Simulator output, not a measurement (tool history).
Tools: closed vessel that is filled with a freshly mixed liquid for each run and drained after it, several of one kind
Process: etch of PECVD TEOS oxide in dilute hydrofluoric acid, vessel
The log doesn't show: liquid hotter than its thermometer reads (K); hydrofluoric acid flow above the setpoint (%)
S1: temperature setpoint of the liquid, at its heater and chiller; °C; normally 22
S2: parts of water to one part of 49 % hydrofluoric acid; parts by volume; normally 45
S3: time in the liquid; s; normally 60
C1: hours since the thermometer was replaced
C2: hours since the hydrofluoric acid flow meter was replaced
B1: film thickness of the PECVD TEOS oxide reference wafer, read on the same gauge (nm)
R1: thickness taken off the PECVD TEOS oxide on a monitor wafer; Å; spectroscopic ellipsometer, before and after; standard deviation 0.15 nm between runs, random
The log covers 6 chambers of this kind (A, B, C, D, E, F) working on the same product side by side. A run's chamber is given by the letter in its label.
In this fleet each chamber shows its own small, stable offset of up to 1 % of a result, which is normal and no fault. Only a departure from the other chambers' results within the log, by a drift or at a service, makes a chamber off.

run	hour	S1	S2	S3	C1	C2	B1	R1
1A	3.1	22	45	60	2288.9	1249.3	140	200.19
2F	6.1	22	45	60	14.2	290.9	140	201.32
3E	9.6	22	45	60	851.1	1934.4	139.99	201.31
4D	13.6	22	45	60	1023.6	818.5	140.01	200.13
5B	16.9	22	45	60	2729.9	144.9	140	200.21
6C	21.3	22	45	60	103.8	1535.1	140.01	199.22
7A	27.2	22	45	40	2313	1273.4	140.02	134.96
# hour 29.1: chamber B: thermometer replaced
8D	31.7	22	45	40	1041.7	836.6	140.01	133.77
9E	38	22	45	40	879.5	1962.8	140	133.88
10F	42.9	22	45	40	51	327.7	139.98	133.4
11C	47.4	22	45	40	129.9	1561.2	140.01	133.07
12B	52.3	22	45	40	23.3	180.3	140.01	132.68
13C	57.8	22	45	60	140.3	1571.6	140	205.34
14D	63.3	22	45	60	1073.3	868.2	139.97	201.75
15F	68.8	22	45	60	76.9	353.6	140.01	200.85
16E	73	20.5	45	60	914.5	1997.8	140	186.6
17B	78.5	20.5	45	60	49.5	206.5	140	188.1
18A	82.9	20.5	45	60	2368.7	1329.1	140	189.93
19B	85.8	20.5	45	60	56.8	213.8	140.01	186.22
20A	89.6	20.5	45	60	2375.4	1335.8	140	188.43
21C	94.7	20.5	45	60	177.2	1608.5	140.02	188.58
22D	99.6	22	45	60	1109.6	904.5	139.99	200.89
23E	105.8	22	45	60	947.3	2030.6	140.01	200.55
24F	109.9	22	45	60	118	394.7	139.98	202.34
25F	113.1	22	45	60	121.2	397.9	139.99	197.66
26E	115.9	22	45	60	957.4	2040.7	139.99	200.92
27C	119.3	24	45	30	201.8	1633.1	140.01	111.18
28D	125.1	24	45	30	1135.1	930	139.98	109.21
29B	129.3	24	45	30	100.3	257.3	139.98	108.71
30A	132.5	24	45	30	2418.3	1378.7	140.04	109.18
31C	137.3	24	45	30	219.8	1651.1	140.02	110.57
32F	141.3	24	45	30	149.4	426.1	139.98	108.94
33A	146.7	18.5	30	60	2432.5	1392.9	140.03	265.23
34D	151.7	18.5	30	60	1161.7	956.6	139.98	263.49
35B	157.3	18.5	30	60	128.3	285.3	140.02	259.59
36E	161.4	18.5	30	60	1002.9	2086.2	139.99	268.61
37F	164.5	18.5	30	60	172.6	449.3	140.01	264.64
38B	168.9	18.5	30	60	139.9	296.9	140.01	260.48
39E	174.7	22	45	60	1016.2	2099.5	139.99	201.42
40A	179.3	22	45	60	2465.1	1425.5	140.01	200.05
41D	184.5	22	45	60	1194.5	989.4	140	201.73
42C	188.1	22	45	60	270.6	1701.9	140.01	201.38

The same settings go to every chamber for the next run, one line per chamber below. Forecast the results for each:
43A	192.6	23.5	45	60				?
43B	192.6	23.5	45	60				?
43C	192.6	23.5	45	60				?
43D	192.6	23.5	45	60				?
43E	192.6	23.5	45	60				?
43F	192.6	23.5	45	60				?

run	R1
43A	213.51
43B	212.23
43C	216.3
43D	212.92
43E	213.97
43F	211.88

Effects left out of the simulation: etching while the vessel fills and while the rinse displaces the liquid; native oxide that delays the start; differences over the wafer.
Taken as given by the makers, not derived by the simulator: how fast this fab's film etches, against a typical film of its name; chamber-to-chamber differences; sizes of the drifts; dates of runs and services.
